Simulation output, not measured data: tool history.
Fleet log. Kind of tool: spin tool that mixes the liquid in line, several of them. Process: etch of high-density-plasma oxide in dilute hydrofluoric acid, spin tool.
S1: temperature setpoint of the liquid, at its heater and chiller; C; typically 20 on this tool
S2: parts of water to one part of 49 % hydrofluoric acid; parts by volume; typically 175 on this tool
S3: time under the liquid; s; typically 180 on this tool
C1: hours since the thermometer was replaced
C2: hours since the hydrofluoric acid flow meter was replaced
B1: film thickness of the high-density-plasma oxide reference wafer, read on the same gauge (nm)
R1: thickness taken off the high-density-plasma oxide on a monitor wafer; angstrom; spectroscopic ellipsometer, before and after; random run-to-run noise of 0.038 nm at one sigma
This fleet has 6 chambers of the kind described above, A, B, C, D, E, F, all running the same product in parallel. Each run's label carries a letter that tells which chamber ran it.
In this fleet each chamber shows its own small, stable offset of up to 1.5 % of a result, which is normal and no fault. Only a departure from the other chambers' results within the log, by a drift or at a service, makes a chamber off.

run    day    S1   S2   S3      C1      C2      B1      R1
 1B  0.275    20  175  180    1425   382.9  30.014  53.818
 2E  0.542    20  175  180   651.8   410.1  29.999  53.409
 3C   0.75    20  175  180   517.7    36.7  29.995  53.995
     0.767  -- chamber E: hydrofluoric acid flow meter replaced
 4A  0.888    20  175  180   192.6  1104.7  30.011  52.633
 5D  1.167    20  175  180     730   473.6  30.001  53.644
 6F  1.392    18  175  240   762.8   848.3  29.997  65.689
 7E  1.617    18  175  240   677.6    20.5  30.001  65.998
 8B  1.854    18  175  240  1462.9   420.8      30  65.325
 9D  1.983    18  175  240   749.6   493.2   30.02  65.321
10A   2.15    18  175  240   222.9    1135  30.001  64.502
11C  2.333    18  175  240   555.7    74.7  29.996  66.688
12F  2.512    20  175  180   789.7   875.2      30  52.471
13A  2.796  24.5  175  105   238.4  1150.5  30.005  35.382
14C  2.938  24.5  175  105   570.2    89.2   29.98  37.242
15E  3.133  24.5  175  105     714    56.9      30  37.153
16B  3.421  24.5  175  105  1500.5   458.4  29.986  36.582
17F  3.675  24.5  175  105   817.6   903.1  30.015   36.85
18D  3.942  24.5  175  105   796.6   540.2  30.021  36.867
19A  4.075    20  175  180   269.1  1181.2  30.011  50.176
20D  4.233    20  175  180   803.6   547.2  29.983  53.216
21C  4.496    20  175  180   607.6   126.6  29.987  54.029
22E  4.679    20  175  180   751.1      94   29.99  53.499
23F  4.921    20  175  180   847.5     933  30.005  53.795
24B    5.1    20  175  180  1540.8   498.7  30.002  53.208
25E  5.275    20  225  180   765.4   108.3      30  40.111
26F  5.521    20  225  180   861.9   947.4  30.007  39.455
27D  5.812    20  225  180   841.5   585.1  29.996  39.342
28C  6.038    20  225  180   644.6   163.6  30.005  40.195
29B  6.271    20  225  180  1568.9   526.8  30.016   39.63
30A  6.508    20  225  180   327.5  1239.6  30.003  36.335
31C  6.712    20  175  180   660.8   179.8      30  52.961
32E  6.879    20  175  180   803.9   146.8  29.999  54.034
33B  7.117    20  175  180  1589.2   547.1  29.979  53.325
34F  7.379    20  175  180   906.5     992  30.015  53.102
35A  7.571    20  120  180     353  1265.1  29.996  74.724
36D  7.796    20  120  180   889.1   632.7  29.984  82.243
37B  8.025    20  120  180    1611   568.9  29.987  81.588
38D  8.308    20  120  180   901.4     645  29.995  82.207
39C  8.475    20  120  180   703.1   222.1  29.994  83.831

Next, every chamber runs the same settings. What will each give?
40A  8.683  20  175  180               ?
40B  8.683  20  175  180               ?
40C  8.683  20  175  180               ?
40D  8.683  20  175  180               ?
40E  8.683  20  175  180               ?
40F  8.683  20  175  180               ?

run      R1
40A  47.635
40B  53.525
40C  53.769
40D  53.773
40E   53.65
40F  52.834
